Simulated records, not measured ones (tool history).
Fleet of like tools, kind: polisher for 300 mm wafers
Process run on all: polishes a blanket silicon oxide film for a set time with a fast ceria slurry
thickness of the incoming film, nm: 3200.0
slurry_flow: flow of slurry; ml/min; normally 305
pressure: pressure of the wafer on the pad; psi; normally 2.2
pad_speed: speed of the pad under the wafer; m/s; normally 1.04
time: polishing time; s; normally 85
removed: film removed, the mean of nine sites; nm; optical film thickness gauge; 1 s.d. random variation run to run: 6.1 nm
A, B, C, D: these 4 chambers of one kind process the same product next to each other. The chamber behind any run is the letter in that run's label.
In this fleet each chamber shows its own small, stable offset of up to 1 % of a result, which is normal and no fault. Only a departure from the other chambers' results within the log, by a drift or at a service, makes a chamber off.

run 1C hour=3.9 | slurry_flow=305 pressure=2.2 pad_speed=1.04 time=85 | removed=1008.8
-- hour=7.5 chamber B: worn pad replaced by a new one
run 2B hour=7.9 | slurry_flow=305 pressure=2.2 pad_speed=1.04 time=85 | removed=1014.3
-- hour=9.5 chamber A: worn pad replaced by a new one
run 3A hour=12.4 | slurry_flow=305 pressure=2.2 pad_speed=1.04 time=85 | removed=1019.5
-- hour=15.3 chamber A: head pressure recalibrated
run 4D hour=15.5 | slurry_flow=305 pressure=2.2 pad_speed=1.04 time=85 | removed=1035.8
-- hour=15.8 chamber A: slurry nozzle cleaned
-- hour=18.8 chamber D: worn pad replaced by a new one
run 5D hour=18.8 | slurry_flow=305 pressure=2.2 pad_speed=1.04 time=85 | removed=1011.6
run 6A hour=24.6 | slurry_flow=305 pressure=2.2 pad_speed=1.04 time=85 | removed=1017.9
run 7C hour=29.0 | slurry_flow=385 pressure=2.7 pad_speed=1.04 time=85 | removed=1286.0
run 8B hour=33.8 | slurry_flow=385 pressure=2.7 pad_speed=1.04 time=85 | removed=1264.7
run 9A hour=36.7 | slurry_flow=385 pressure=2.7 pad_speed=1.04 time=85 | removed=1292.5
-- hour=37.2 chamber C: worn pad replaced by a new one
-- hour=38.9 chamber B: head pressure recalibrated
run 10C hour=41.9 | slurry_flow=385 pressure=2.7 pad_speed=1.04 time=85 | removed=1261.2
run 11B hour=45.4 | slurry_flow=305 pressure=2.2 pad_speed=1.04 time=85 | removed=1063.8
run 12D hour=50.3 | slurry_flow=305 pressure=2.2 pad_speed=1.04 time=85 | removed=1006.5
run 13B hour=56.4 | slurry_flow=305 pressure=2.2 pad_speed=1.04 time=85 | removed=1065.8
run 14C hour=59.5 | slurry_flow=305 pressure=2.2 pad_speed=1.04 time=85 | removed=1012.2
-- hour=59.6 chamber D: worn pad replaced by a new one
run 15A hour=65.0 | slurry_flow=305 pressure=2.2 pad_speed=1.04 time=85 | removed=1027.0
run 16D hour=70.6 | slurry_flow=305 pressure=2.2 pad_speed=1.04 time=85 | removed=1020.7
run 17C hour=74.4 | slurry_flow=305 pressure=2.2 pad_speed=1.04 time=85 | removed=1009.8
run 18D hour=79.1 | slurry_flow=305 pressure=2.2 pad_speed=1.04 time=85 | removed=1023.2
run 19A hour=82.1 | slurry_flow=305 pressure=2.2 pad_speed=1.04 time=85 | removed=1013.3
-- hour=84.5 chamber B: worn pad replaced by a new one
run 20B hour=87.8 | slurry_flow=305 pressure=2.2 pad_speed=1.04 time=85 | removed=1061.4
-- hour=88.2 chamber A: worn pad replaced by a new one
run 21B hour=92.3 | slurry_flow=305 pressure=2.2 pad_speed=1.04 time=85 | removed=1065.8
run 22C hour=95.7 | slurry_flow=305 pressure=2.2 pad_speed=1.36 time=85 | removed=1314.8
run 23D hour=99.8 | slurry_flow=305 pressure=2.2 pad_speed=1.36 time=85 | removed=1332.8
-- hour=104.4 chamber D: worn pad replaced by a new one
run 24A hour=104.9 | slurry_flow=305 pressure=2.2 pad_speed=1.36 time=85 | removed=1340.7
-- hour=105.5 chamber C: worn pad replaced by a new one
run 25C hour=110.8 | slurry_flow=305 pressure=2.2 pad_speed=1.36 time=85 | removed=1310.7
run 26D hour=113.5 | slurry_flow=305 pressure=2.2 pad_speed=1.04 time=85 | removed=1024.7
run 27A hour=117.6 | slurry_flow=305 pressure=3.0 pad_speed=0.80 time=85 | removed=1072.6
run 28B hour=120.6 | slurry_flow=305 pressure=3.0 pad_speed=0.80 time=85 | removed=1119.9
run 29A hour=124.3 | slurry_flow=305 pressure=3.0 pad_speed=0.80 time=85 | removed=1075.1
run 30B hour=127.8 | slurry_flow=305 pressure=3.0 pad_speed=0.80 time=85 | removed=1122.5

Is one chamber off against the others, does the gauge drift, or is nothing wrong? If a chamber is off, say which, and what the likeliest cause is.

Chamber B has stood off from the others ever since a service on it.
What lies behind it: head's pressure above its setpoint, % = 5.16.

Here are 4 candidates for chamber B's next run, each the usual settings with a change, their results left as question marks. Which one brings its results back in line with what the others give on the usual settings?
A result is in line if it is within this distance of the other chambers' mean on the usual settings: removed 21.00 nm
run 31B-1 hour=132.3 | slurry_flow=305 pressure=2.3 pad_speed=1.08 time=85 | removed=?
run 31B-2 hour=132.3 | slurry_flow=305 pressure=2.1 pad_speed=1.04 time=82 | removed=?
run 31B-3 hour=132.3 | slurry_flow=305 pressure=2.2 pad_speed=1.02 time=83 | removed=?
run 31B-4 hour=132.3 | slurry_flow=305 pressure=2.2 pad_speed=1.04 time=89 | removed=?

Mean of the other chambers on the usual settings: removed 1016.10 nm
run=31B-1 removed=1153.40
run=31B-2 removed=979.18
run=31B-3 removed=1018.50
run=31B-4 removed=1113.20
Change 31B-3 lands the chamber within the allowed miss of the other chambers.
